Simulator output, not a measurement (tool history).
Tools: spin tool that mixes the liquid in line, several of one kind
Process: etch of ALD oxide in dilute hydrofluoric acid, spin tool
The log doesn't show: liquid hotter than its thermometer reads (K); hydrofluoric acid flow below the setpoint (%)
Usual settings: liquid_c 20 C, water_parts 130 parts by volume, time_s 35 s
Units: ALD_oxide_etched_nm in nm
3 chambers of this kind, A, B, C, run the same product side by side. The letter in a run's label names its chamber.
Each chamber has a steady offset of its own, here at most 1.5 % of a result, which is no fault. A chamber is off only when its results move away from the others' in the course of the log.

run   hour  liquid_c  water_parts  time_s  hours since the thermometer was replaced  hours since the hydrofluoric acid flow meter was replaced  read-back film thickness of the ALD oxide reference wafer, read on the same gauge (nm)  ALD_oxide_etched_nm
 1C    5.1        20          130      35                                     142.5                                                     1418.3                                                                                  119.98               4.6413
 2B   11.8        20          130      35                                     790.5                                                     1267.0                                                                                  120.01               4.6874
 3A   17.8        20          130      35                                    1389.7                                                       82.1                                                                                  119.97               4.7322
 4B   23.6        20          130      35                                     802.3                                                     1278.8                                                                                  119.98               4.7222
 5A   27.7        20          130      35                                    1399.6                                                       92.0                                                                                  119.97               4.6972
 6C   34.5        20          130      35                                     171.9                                                     1447.7                                                                                  119.94               4.5780
 7C   39.8        20          130      35                                     177.2                                                     1453.0                                                                                  119.98               4.6604
 8B   46.5        20          130      35                                     825.2                                                     1301.7                                                                                  120.02               4.7174
 9A   51.2        20          105      50                                    1423.1                                                      115.5                                                                                  119.96               8.6364
10B   55.3        20          105      50                                     834.0                                                     1310.5                                                                                  120.00               8.5826
11C   59.4        20          105      50                                     196.8                                                     1472.6                                                                                  120.07               8.3965
12A   63.2        20          130      35                                    1435.1                                                      127.5                                                                                  120.00               4.7264
13C   68.8        20          190      35                                     206.2                                                     1482.0                                                                                  120.02               2.9355
14B   72.1        20          190      35                                     850.8                                                     1327.3                                                                                  120.02               2.9936
15A   77.7        20          190      35                                    1449.6                                                      142.0                                                                                  120.00               3.0223
16B   81.9        20          130      35                                     860.6                                                     1337.1                                                                                  119.99               4.7218
17C   87.0        17          130      35                                     224.4                                                     1500.2                                                                                  119.95               4.0021
18A   92.5        17          130      35                                    1464.4                                                      156.8                                                                                  119.97               4.1650
19B   95.9        17          130      35                                     874.6                                                     1351.1                                                                                  120.01               4.1322
20A  100.0        20          130      35                                    1471.9                                                      164.3                                                                                  120.01               4.7133
21C  104.8        20          130      35                                     242.2                                                     1518.0                                                                                  119.98               4.5019
22B  110.7        20          130      35                                     889.4                                                     1365.9                                                                                  119.95               4.6948
23C  116.4        20          130      35                                     253.8                                                     1529.6                                                                                  120.00               4.4763
24A  120.0        23          130      30                                    1491.9                                                      184.3                                                                                  119.94               4.5912
25C  126.2        23          130      30                                     263.6                                                     1539.4                                                                                  120.03               4.3402
26A  131.4        23          130      30                                    1503.3                                                      195.7                                                                                  119.98               4.5493
27B  135.0        20          130      35                                     913.7                                                     1390.2                                                                                  120.03               4.6494
28A  140.3        20          130      35                                    1512.2                                                      204.6                                                                                  119.98               4.7329
29B  146.9        20          130      35                                     925.6                                                     1402.1                                                                                  120.01               4.7454
30C  152.1        20          130      35                                     289.5                                                     1565.3                                                                                  120.00               4.4311
31C  159.0        20          130      35                                     296.4                                                     1572.2                                                                                  120.00               4.4284
32B  165.7        18          100      35                                     944.4                                                     1420.9                                                                                  119.96               5.8421
33A  171.8        18          100      35                                    1543.7                                                      236.1                                                                                  119.93               5.8734
34B  175.2        18          100      35                                     953.9                                                     1430.4                                                                                  119.96               5.8085
35A  179.0        20          130      35                                    1550.9                                                      243.3                                                                                  119.98               4.7351
36C  183.9        20          130      35                                     321.3                                                     1597.1                                                                                  120.01               4.3379
37B  190.9        20          130      35                                     969.6                                                     1446.1                                                                                  119.95               4.7038
38C  194.4        20          130      35                                     331.8                                                     1607.6                                                                                  120.04               4.3385
39A  199.8        20           95      50                                    1571.7                                                      264.1                                                                                  119.96               9.6752

Next, every chamber runs the same settings. What will each give?
40A  204.8        20           80      35                                                                                                                                                                                                                 ?
40B  204.8        20           80      35                                                                                                                                                                                                                 ?
40C  204.8        20           80      35                                                                                                                                                                                                                 ?

run  ALD_oxide_etched_nm
40A               8.2118
40B               8.1122
40C               7.5130

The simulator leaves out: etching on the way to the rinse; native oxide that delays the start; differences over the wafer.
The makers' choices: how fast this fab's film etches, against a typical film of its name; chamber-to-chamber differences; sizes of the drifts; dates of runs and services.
